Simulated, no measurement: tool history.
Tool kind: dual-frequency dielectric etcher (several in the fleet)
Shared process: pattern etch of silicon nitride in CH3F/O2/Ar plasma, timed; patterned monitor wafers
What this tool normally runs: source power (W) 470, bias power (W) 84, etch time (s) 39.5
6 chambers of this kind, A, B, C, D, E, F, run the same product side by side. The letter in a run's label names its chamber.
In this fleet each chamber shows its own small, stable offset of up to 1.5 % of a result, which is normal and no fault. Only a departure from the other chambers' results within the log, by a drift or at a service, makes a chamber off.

run	day	source power (W)	bias power (W)	etch time (s)	read-back reference wafer on the same gauge, depth_nm	mean etch depth across the wafer (angstrom)
1C	0.262	470	84	39.5	26.592	308.32
2E	0.475	470	84	39.5	26.585	306.78
3A	0.621	470	84	39.5	26.625	313.40
4D	0.779	470	84	39.5	26.585	312.24
5F	0.917	470	84	39.5	26.610	307.85
# day 1.000: chamber E: wet clean of the chamber
6B	1.117	470	84	39.5	26.596	304.67
7E	1.421	470	84	39.5	26.617	306.42
8A	1.621	470	84	39.5	26.617	313.28
9B	1.858	470	84	39.5	26.585	304.05
10C	1.992	470	84	39.5	26.617	307.62
11D	2.129	400	84	34.5	26.608	254.73
12F	2.396	400	84	34.5	26.596	254.33
13A	2.633	400	84	34.5	26.603	256.44
14D	2.796	400	84	34.5	26.576	255.06
15F	3.100	400	84	34.5	26.605	253.88
16C	3.321	400	84	34.5	26.594	254.08
17B	3.471	470	84	39.5	26.582	306.81
18E	3.783	470	84	39.5	26.603	308.06
19C	4.046	470	84	39.5	26.608	306.88
# day 4.329: chamber D: source power generator calibrated
20A	4.346	470	84	39.5	26.614	309.93
21E	4.579	470	84	39.5	26.599	307.23
22B	4.875	470	84	39.5	26.601	306.49
23F	5.075	470	84	39.5	26.616	306.09
24D	5.221	470	84	39.5	26.574	308.14
25A	5.388	470	84	39.5	26.597	310.08
26F	5.529	470	84	34.5	26.579	270.67
27B	5.817	470	84	34.5	26.612	270.18
# day 5.862: chamber D: wet clean of the chamber
28D	6.075	470	84	34.5	26.643	269.99
29E	6.225	470	84	34.5	26.599	268.27
30C	6.388	470	84	34.5	26.613	268.17
31C	6.683	470	84	34.5	26.595	267.43
32F	6.871	470	84	39.5	26.601	308.87
33E	7.050	420	84	43.5	26.616	323.23
34A	7.354	420	84	43.5	26.578	321.59
35D	7.600	420	84	43.5	26.616	323.90
36B	7.842	420	84	43.5	26.603	323.23
37E	8.021	420	84	43.5	26.609	322.84
38D	8.262	420	84	43.5	26.576	326.89
39C	8.429	470	102	43.0	26.595	358.08
40F	8.579	470	102	43.0	26.582	362.94
41B	8.750	470	102	43.0	26.587	357.74
42A	9.017	470	102	43.0	26.607	346.95
43A	9.275	470	102	43.0	26.603	348.06

Each of the 6 chambers runs these same settings next. Fill in every chamber's results:
44A	9.500	470	84	46.0		?
44B	9.500	470	84	46.0		?
44C	9.500	470	84	46.0		?
44D	9.500	470	84	46.0		?
44E	9.500	470	84	46.0		?
44F	9.500	470	84	46.0		?

run	mean etch depth across the wafer (angstrom)
44A	344.28
44B	356.28
44C	355.67
44D	359.78
44E	356.40
44F	357.85

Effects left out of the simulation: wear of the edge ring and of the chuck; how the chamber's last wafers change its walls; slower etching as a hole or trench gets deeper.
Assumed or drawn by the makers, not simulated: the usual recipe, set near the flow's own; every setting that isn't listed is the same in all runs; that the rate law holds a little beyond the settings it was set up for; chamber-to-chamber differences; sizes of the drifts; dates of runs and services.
